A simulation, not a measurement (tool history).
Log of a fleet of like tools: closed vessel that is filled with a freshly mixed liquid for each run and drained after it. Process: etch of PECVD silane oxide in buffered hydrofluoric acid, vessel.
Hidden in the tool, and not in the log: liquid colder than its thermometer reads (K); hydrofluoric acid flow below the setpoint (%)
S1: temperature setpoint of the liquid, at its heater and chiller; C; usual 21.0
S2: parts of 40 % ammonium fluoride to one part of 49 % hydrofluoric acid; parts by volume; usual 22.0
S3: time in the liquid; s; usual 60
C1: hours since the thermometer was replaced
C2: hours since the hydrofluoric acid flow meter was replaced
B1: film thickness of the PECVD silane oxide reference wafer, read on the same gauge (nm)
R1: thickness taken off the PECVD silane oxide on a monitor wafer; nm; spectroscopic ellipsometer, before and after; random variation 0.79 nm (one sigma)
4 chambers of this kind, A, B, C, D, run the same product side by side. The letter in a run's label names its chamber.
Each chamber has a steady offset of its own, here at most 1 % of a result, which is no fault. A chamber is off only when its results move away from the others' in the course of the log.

| run | hour | S1 | S2 | S3 | C1 | C2 | B1 | R1 |
|---|---|---|---|---|---|---|---|---|
| 1C | 5.0 | 21.0 | 22.0 | 60 | 1203.4 | 1332.0 | 29.997 | 84.146 |
| 2D | 9.3 | 21.0 | 22.0 | 60 | 718.3 | 64.4 | 30.016 | 85.110 |
| 3B | 13.6 | 21.0 | 22.0 | 60 | 151.9 | 522.1 | 29.983 | 83.700 |
| 4A | 16.8 | 21.0 | 22.0 | 60 | 1457.8 | 217.0 | 30.015 | 83.689 |
| 5D | 20.8 | 21.0 | 22.0 | 60 | 729.8 | 75.9 | 30.013 | 84.006 |
| 6C | 24.0 | 21.0 | 22.0 | 60 | 1222.4 | 1351.0 | 30.033 | 85.613 |
| 7B | 27.5 | 17.0 | 13.5 | 60 | 165.8 | 536.0 | 29.976 | 104.070 |
| 8A | 33.6 | 17.0 | 13.5 | 60 | 1474.6 | 233.8 | 29.930 | 103.090 |
| 9B | 38.8 | 17.0 | 13.5 | 60 | 177.1 | 547.3 | 30.048 | 105.070 |
| 10D | 43.5 | 17.0 | 13.5 | 60 | 752.5 | 98.6 | 30.042 | 104.680 |
| 11A | 47.5 | 21.0 | 22.0 | 60 | 1488.5 | 247.7 | 30.007 | 85.078 |
| 12C | 50.6 | 24.5 | 22.0 | 40 | 1249.0 | 1377.6 | 30.009 | 68.347 |
| 13A | 57.0 | 24.5 | 22.0 | 40 | 1498.0 | 257.2 | 29.990 | 67.792 |
| 14D | 61.8 | 24.5 | 22.0 | 40 | 770.8 | 116.9 | 29.987 | 67.916 |
| 15C | 65.2 | 24.5 | 22.0 | 40 | 1263.6 | 1392.2 | 29.951 | 69.508 |
| 16B | 70.8 | 18.0 | 22.0 | 60 | 209.1 | 579.3 | 30.003 | 70.434 |
| 17C | 76.6 | 18.0 | 22.0 | 60 | 1275.0 | 1403.6 | 29.997 | 72.083 |
| 18A | 81.4 | 18.0 | 22.0 | 60 | 1522.4 | 281.6 | 30.039 | 71.771 |
| 19D | 86.0 | 18.0 | 22.0 | 60 | 795.0 | 141.1 | 30.023 | 70.354 |
| 20B | 89.5 | 21.0 | 22.0 | 60 | 227.8 | 598.0 | 30.006 | 82.168 |
| 21B | 95.0 | 21.0 | 22.0 | 60 | 233.3 | 603.5 | 30.034 | 83.006 |
| 22A | 98.4 | 21.0 | 22.0 | 60 | 1539.4 | 298.6 | 30.019 | 83.024 |
| 23D | 104.4 | 21.0 | 22.0 | 60 | 813.4 | 159.5 | 29.982 | 83.694 |
| 24C | 110.1 | 21.0 | 14.0 | 60 | 1308.5 | 1437.1 | 29.948 | 121.440 |
| 25B | 115.9 | 21.0 | 14.0 | 60 | 254.2 | 624.4 | 29.994 | 127.070 |
| 26D | 121.8 | 21.0 | 14.0 | 60 | 830.8 | 176.9 | 30.030 | 126.490 |
| 27A | 125.8 | 21.0 | 14.0 | 60 | 1566.8 | 326.0 | 29.998 | 127.480 |
| 28C | 129.2 | 21.0 | 22.0 | 60 | 1327.6 | 1456.2 | 29.991 | 80.105 |
| 29A | 133.3 | 21.0 | 22.0 | 60 | 1574.3 | 333.5 | 29.994 | 83.823 |
| 30C | 139.5 | 21.0 | 22.0 | 60 | 1337.9 | 1466.5 | 30.016 | 78.888 |
| 31D | 144.4 | 21.0 | 22.0 | 60 | 853.4 | 199.5 | 30.035 | 84.890 |
| 32B | 149.2 | 21.0 | 22.0 | 60 | 287.5 | 657.7 | 29.984 | 81.327 |
| 33B | 154.3 | 21.0 | 22.0 | 60 | 292.6 | 662.8 | 30.011 | 82.771 |
|  | 155.8 | chamber A: thermometer replaced |
| 34D | 160.4 | 21.0 | 22.0 | 60 | 869.4 | 215.5 | 29.945 | 84.034 |
| 35C | 166.0 | 21.0 | 22.0 | 60 | 1364.4 | 1493.0 | 29.989 | 76.704 |
| 36A | 169.6 | 21.0 | 22.0 | 60 | 13.9 | 369.8 | 29.993 | 83.584 |
| 37B | 174.5 | 21.0 | 22.0 | 60 | 312.8 | 683.0 | 30.051 | 83.325 |
| 38A | 177.4 | 21.0 | 22.0 | 60 | 21.7 | 377.6 | 29.982 | 82.759 |
| 39D | 183.0 | 17.5 | 22.0 | 60 | 892.0 | 238.1 | 29.968 | 68.099 |
| 40C | 186.1 | 17.5 | 22.0 | 60 | 1384.5 | 1513.1 | 29.990 | 62.035 |
| 41B | 191.9 | 17.5 | 22.0 | 60 | 330.2 | 700.4 | 29.984 | 67.669 |

All 4 chambers run these settings next. Forecast each chamber's results:
| 42A | 196.5 | 21.0 | 22.0 | 60 |  |  |  | ? |
| 42B | 196.5 | 21.0 | 22.0 | 60 |  |  |  | ? |
| 42C | 196.5 | 21.0 | 22.0 | 60 |  |  |  | ? |
| 42D | 196.5 | 21.0 | 22.0 | 60 |  |  |  | ? |

| run | R1 |
|---|---|
| 42A | 83.315 |
| 42B | 83.536 |
| 42C | 75.907 |
| 42D | 83.493 |

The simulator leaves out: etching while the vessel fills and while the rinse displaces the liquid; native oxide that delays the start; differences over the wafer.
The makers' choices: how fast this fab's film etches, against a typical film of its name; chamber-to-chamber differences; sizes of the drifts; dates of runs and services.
